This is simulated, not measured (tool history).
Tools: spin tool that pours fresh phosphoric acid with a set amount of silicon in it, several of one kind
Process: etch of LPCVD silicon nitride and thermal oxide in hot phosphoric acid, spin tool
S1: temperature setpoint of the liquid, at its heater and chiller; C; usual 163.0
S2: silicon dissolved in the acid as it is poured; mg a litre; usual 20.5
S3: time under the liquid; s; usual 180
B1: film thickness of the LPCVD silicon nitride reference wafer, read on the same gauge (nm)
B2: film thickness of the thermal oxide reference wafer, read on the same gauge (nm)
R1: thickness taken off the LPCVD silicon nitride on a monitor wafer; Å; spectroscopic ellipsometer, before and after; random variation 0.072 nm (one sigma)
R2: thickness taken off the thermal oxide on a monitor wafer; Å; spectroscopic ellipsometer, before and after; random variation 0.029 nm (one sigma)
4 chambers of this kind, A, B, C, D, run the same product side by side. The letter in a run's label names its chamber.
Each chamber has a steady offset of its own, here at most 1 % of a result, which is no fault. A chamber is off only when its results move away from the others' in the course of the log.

| run | hour | S1 | S2 | S3 | B1 | B2 | R1 | R2 |
|---|---|---|---|---|---|---|---|---|
| 1C | 9.4 | 163.0 | 20.5 | 180 | 50.004 | 139.99 | 159.20 | 4.4502 |
| 2A | 14.9 | 163.0 | 20.5 | 180 | 49.980 | 140.06 | 161.38 | 3.9493 |
| 3B | 23.3 | 163.0 | 20.5 | 180 | 49.995 | 140.00 | 159.19 | 3.4342 |
| 4D | 30.9 | 163.0 | 20.5 | 180 | 50.028 | 139.99 | 160.00 | 3.3922 |
| 5D | 39.8 | 163.0 | 20.5 | 180 | 50.003 | 139.96 | 160.34 | 4.3105 |
| 6B | 44.3 | 163.0 | 20.5 | 180 | 49.983 | 140.01 | 158.87 | 4.1742 |
| 7C | 49.0 | 161.5 | 20.5 | 125 | 49.986 | 140.02 | 104.40 | 2.4970 |
| 8A | 54.7 | 161.5 | 20.5 | 125 | 49.980 | 140.04 | 105.52 | 2.2637 |
| 9A | 62.8 | 161.5 | 20.5 | 125 | 50.001 | 140.04 | 106.75 | 2.2266 |
| 10D | 68.3 | 161.5 | 20.5 | 125 | 50.003 | 140.01 | 105.61 | 2.1386 |
| 11C | 75.2 | 163.0 | 20.5 | 180 | 49.995 | 140.00 | 159.05 | 3.5460 |
| 12B | 84.1 | 163.0 | 20.5 | 180 | 50.013 | 140.00 | 158.62 | 4.1326 |
| 13A | 90.1 | 163.0 | 20.5 | 180 | 50.011 | 140.04 | 161.24 | 3.5995 |
| 14D | 98.3 | 163.0 | 20.5 | 180 | 49.985 | 139.99 | 159.15 | 3.2084 |
| 15B | 107.6 | 163.0 | 20.5 | 180 | 50.011 | 139.99 | 159.31 | 3.7170 |
| 16C | 114.2 | 163.0 | 20.5 | 180 | 49.967 | 140.01 | 159.44 | 3.9948 |
| 17C | 120.5 | 163.0 | 20.5 | 180 | 50.008 | 140.03 | 158.44 | 3.7507 |
| 18B | 128.1 | 163.0 | 20.5 | 180 | 50.000 | 139.98 | 160.80 | 3.6685 |
| 19D | 135.2 | 166.0 | 32.5 | 180 | 49.996 | 140.02 | 177.14 | 3.4736 |
| 20A | 143.7 | 166.0 | 32.5 | 180 | 49.982 | 140.04 | 178.43 | 3.0509 |
| 21D | 150.2 | 166.0 | 32.5 | 180 | 49.999 | 140.01 | 176.87 | 3.3546 |
| 22C | 155.0 | 166.0 | 32.5 | 180 | 50.024 | 140.01 | 175.98 | 2.9905 |
| 23A | 164.0 | 163.0 | 20.5 | 180 | 49.996 | 140.00 | 160.81 | 4.0599 |
| 24B | 171.7 | 163.0 | 20.5 | 180 | 49.996 | 140.00 | 158.63 | 3.7511 |
| 25A | 176.9 | 163.0 | 20.5 | 180 | 49.982 | 140.00 | 161.46 | 3.7050 |
| 26D | 184.0 | 163.0 | 20.5 | 180 | 49.994 | 140.01 | 160.18 | 3.8512 |
| 27C | 189.2 | 163.0 | 20.5 | 180 | 50.018 | 140.02 | 159.77 | 4.0277 |
| 28B | 194.2 | 162.0 | 20.5 | 255 | 50.000 | 140.01 | 217.86 | 5.6303 |
| 29A | 203.2 | 162.0 | 20.5 | 255 | 50.000 | 140.00 | 220.78 | 4.7736 |
|  | 209.8 | chamber C: thermometer replaced |
| 30C | 212.7 | 162.0 | 20.5 | 255 | 49.972 | 140.01 | 218.91 | 5.0334 |
| 31B | 217.3 | 162.0 | 20.5 | 255 | 49.976 | 139.97 | 218.41 | 5.5665 |
| 32D | 225.7 | 163.0 | 20.5 | 180 | 50.012 | 139.95 | 159.39 | 3.8607 |
| 33C | 234.9 | 163.0 | 11.0 | 130 | 50.026 | 140.02 | 115.14 | 3.0747 |
| 34A | 241.8 | 163.0 | 11.0 | 130 | 49.985 | 140.02 | 115.83 | 3.3685 |
| 35D | 250.6 | 163.0 | 11.0 | 130 | 49.982 | 140.01 | 115.28 | 3.3874 |

Next, every chamber runs the same settings. What will each give?
| 36A | 258.1 | 163.0 | 29.5 | 180 |  |  | ? | ? |
| 36B | 258.1 | 163.0 | 29.5 | 180 |  |  | ? | ? |
| 36C | 258.1 | 163.0 | 29.5 | 180 |  |  | ? | ? |
| 36D | 258.1 | 163.0 | 29.5 | 180 |  |  | ? | ? |

| run | R1 | R2 |
|---|---|---|
| 36A | 160.65 | 2.4633 |
| 36B | 157.58 | 3.1129 |
| 36C | 160.54 | 2.7796 |
| 36D | 160.56 | 3.2948 |

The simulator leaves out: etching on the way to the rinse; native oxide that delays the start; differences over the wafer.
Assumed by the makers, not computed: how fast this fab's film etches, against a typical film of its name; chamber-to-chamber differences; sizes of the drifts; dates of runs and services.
